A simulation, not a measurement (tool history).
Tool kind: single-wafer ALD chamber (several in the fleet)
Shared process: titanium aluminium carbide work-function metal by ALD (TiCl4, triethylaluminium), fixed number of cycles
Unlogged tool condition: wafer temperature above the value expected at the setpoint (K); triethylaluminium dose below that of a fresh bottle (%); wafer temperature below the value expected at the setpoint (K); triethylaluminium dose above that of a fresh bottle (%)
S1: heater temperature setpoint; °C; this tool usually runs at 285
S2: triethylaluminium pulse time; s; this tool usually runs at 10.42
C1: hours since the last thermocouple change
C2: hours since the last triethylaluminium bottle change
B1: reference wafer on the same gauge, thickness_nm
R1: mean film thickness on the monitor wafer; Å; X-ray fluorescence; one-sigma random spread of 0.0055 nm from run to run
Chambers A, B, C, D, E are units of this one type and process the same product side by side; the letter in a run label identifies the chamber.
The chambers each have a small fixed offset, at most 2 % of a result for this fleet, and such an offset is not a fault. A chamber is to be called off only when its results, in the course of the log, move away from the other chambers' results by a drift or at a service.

run	day	S1	S2	C1	C2	B1	R1
1D	0.121	285	10.42	1081.2	205.3	1.5493	18.774
2A	0.304	285	10.42	1221.7	234.7	1.5491	19.161
3E	0.425	285	10.42	84.4	1273.7	1.5483	18.893
4C	0.546	285	10.42	653.3	217.1	1.5499	18.674
5B	0.683	285	10.42	1684.9	1457.0	1.5501	18.590
6A	0.779	285	10.42	1233.1	246.1	1.5501	19.163
7D	0.892	278	10.42	1099.7	223.8	1.5503	18.121
8C	1.083	278	10.42	666.2	230.0	1.5506	18.113
9B	1.246	278	10.42	1698.4	1470.5	1.5494	17.969
10E	1.421	278	10.42	108.3	1297.6	1.5496	18.258
11D	1.579	278	10.42	1116.2	240.3	1.5506	18.236
12E	1.779	285	10.42	116.9	1306.2	1.5504	18.827
13B	1.883	285	10.42	1713.7	1485.8	1.5499	18.692
14C	2.083	285	10.42	690.2	254.0	1.5500	18.660
15A	2.275	285	10.42	1269.0	282.0	1.5503	19.223
16A	2.379	285	10.42	1271.5	284.5	1.5512	19.240
17E	2.525	295	7.84	134.8	1324.1	1.5498	18.928
18C	2.692	295	7.84	704.8	268.6	1.5503	18.772
19D	2.867	295	7.84	1147.1	271.2	1.5499	18.771
20B	3.062	295	7.84	1742.0	1514.1	1.5513	18.640
21E	3.225	295	7.84	151.6	1340.9	1.5504	18.946
22B	3.425	285	10.42	1750.7	1522.8	1.5500	18.684
23A	3.554	285	10.42	1299.7	312.7	1.5504	19.151
24C	3.717	285	10.42	729.4	293.2	1.5499	18.720
25D	3.933	285	10.42	1172.7	296.8	1.5504	18.784
26A	4.121	285	10.42	1313.3	326.3	1.5500	19.219
27E	4.262	285	10.42	176.5	1365.8	1.5493	18.954
28B	4.371	285	10.42	1773.4	1545.5	1.5495	18.580
29C	4.583	285	10.42	750.2	314.0	1.5504	18.675
30D	4.746	285	10.42	1192.2	316.3	1.5500	18.832
31E	4.900	285	10.42	191.8	1381.1	1.5500	18.881
32B	5.029	285	10.42	1789.2	1561.3	1.5499	18.602
33D	5.158	285	10.42	1202.1	326.2	1.5504	18.736
34A	5.379	285	10.42	1343.5	356.5	1.5500	19.153
35C	5.567	285	10.42	773.8	337.6	1.5504	18.640
36E	5.667	285	10.42	210.2	1399.5	1.5508	18.813
37B	5.871	285	10.42	1809.4	1581.5	1.5502	18.614
38D	6.058	285	10.42	1223.7	347.8	1.5503	18.696

All chambers now run identical settings, listed one chamber a line with results as question marks. What results will each chamber show?
39A	6.217	295	10.42				?
39B	6.217	295	10.42				?
39C	6.217	295	10.42				?
39D	6.217	295	10.42				?
39E	6.217	295	10.42				?

run	R1
39A	20.151
39B	19.483
39C	19.597
39D	19.690
39E	19.852

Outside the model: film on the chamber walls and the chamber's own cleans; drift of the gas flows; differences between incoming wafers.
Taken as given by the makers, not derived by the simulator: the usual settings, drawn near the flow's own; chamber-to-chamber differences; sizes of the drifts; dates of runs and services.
